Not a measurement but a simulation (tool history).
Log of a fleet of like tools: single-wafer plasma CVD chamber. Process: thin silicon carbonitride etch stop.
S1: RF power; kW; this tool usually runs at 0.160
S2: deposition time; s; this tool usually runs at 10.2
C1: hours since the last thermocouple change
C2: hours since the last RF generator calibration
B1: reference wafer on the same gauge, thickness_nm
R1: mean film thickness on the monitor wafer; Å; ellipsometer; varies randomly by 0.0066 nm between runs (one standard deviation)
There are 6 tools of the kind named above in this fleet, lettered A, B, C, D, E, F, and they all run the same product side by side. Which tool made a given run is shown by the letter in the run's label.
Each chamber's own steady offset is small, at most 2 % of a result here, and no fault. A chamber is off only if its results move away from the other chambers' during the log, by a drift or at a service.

run     day     S1    S2      C1      C2      B1      R1
 1B   0.612  0.160  10.2  1568.4  1077.1  6.3201  54.321
 2A   1.125  0.160  10.2  1029.3   969.9  6.3219  54.681
 3C   1.508  0.160  10.2  2007.0  1699.4  6.3232  54.620
 4D   1.871  0.160  10.2   336.9  1283.1  6.3246  55.414
 5F   2.212  0.160  10.2   160.7   316.9  6.3227  54.541
 6E   2.617  0.160  10.2   503.6    89.9  6.3240  54.282
      2.942  -- chamber D: RF generator calibrated
 7C   3.183  0.160   8.9  2047.2  1739.6  6.3243  47.687
 8A   3.721  0.160   8.9  1091.6  1032.2  6.3237  47.766
 9D   4.271  0.160   8.9   394.5    31.9  6.3268  48.329
10B   4.646  0.160   8.9  1665.2  1173.9  6.3270  47.503
11E   5.062  0.160   8.9   562.3   148.6  6.3265  47.557
12F   5.725  0.160   8.9   245.0   401.2  6.3308  47.668
13E   6.125  0.160  10.2   587.8   174.1  6.3294  54.380
14C   6.483  0.160  10.2  2126.4  1818.8  6.3295  54.647
15D   7.088  0.160  10.2   462.1    99.5  6.3289  55.426
16F   7.425  0.160  10.2   285.8   442.0  6.3298  54.437
17A   7.938  0.160  12.1  1192.8  1133.4  6.3295  65.015
18B   8.608  0.160  12.1  1760.3  1269.0  6.3330  64.547
      8.921  -- chamber A: RF generator calibrated
19D   9.079  0.160  12.1   509.9   147.3  6.3328  65.952
20E   9.479  0.160  12.1   668.3   254.6  6.3320  64.571
21A   9.854  0.160  12.1  1238.8    22.4  6.3331  65.024
22C  10.496  0.160  12.1  2222.7  1915.1  6.3351  65.030
23F  11.158  0.160  10.2   375.4   531.6  6.3353  54.548
24B  11.838  0.130  11.5  1837.8  1346.5  6.3356  57.908
25E  12.196  0.130  11.5   733.5   319.8  6.3383  57.525
26A  12.633  0.130  11.5  1305.5    89.1  6.3378  58.283
27B  13.308  0.130  11.5  1873.1  1381.8  6.3400  57.850
28C  13.792  0.130  11.5  2301.8  1994.2  6.3413  58.127
29F  14.096  0.130  11.5   445.9   602.1  6.3417  57.937
30D  14.612  0.160  10.2   642.7   280.1  6.3406  55.476
31A  15.158  0.160  10.2  1366.1   149.7  6.3425  55.031
32E  15.746  0.185  11.5   818.7   405.0  6.3413  64.182
33B  16.408  0.185  11.5  1947.5  1456.2  6.3441  64.187
34D  16.933  0.185  11.5   698.4   335.8  6.3451  65.473
35C  17.288  0.185  11.5  2385.7  2078.1  6.3451  64.572
36F  17.962  0.185  11.5   538.7   694.9  6.3458  64.488
37C  18.417  0.185  11.5  2412.8  2105.2  6.3484  64.637
38A  18.929  0.160  10.2  1456.6   240.2  6.3486  54.924
     19.079  -- chamber B: thermocouple changed; heater temperature recalibrated
39E  19.279  0.160  10.2   903.5   489.8  6.3482  54.448
40B  19.871  0.160  10.2    19.0  1539.3  6.3472  54.780
41F  20.175  0.160  10.2   591.8   748.0  6.3501  54.764
42D  20.708  0.185   8.3   789.0   426.4  6.3494  47.265

The same settings go to every chamber for the next run, one line per chamber below. Forecast the results for each:
43A  21.200  0.160  10.2               ?
43B  21.200  0.160  10.2               ?
43C  21.200  0.160  10.2               ?
43D  21.200  0.160  10.2               ?
43E  21.200  0.160  10.2               ?
43F  21.200  0.160  10.2               ?

run      R1
43A  54.949
43B  54.740
43C  54.921
43D  55.627
43E  54.544
43F  54.797
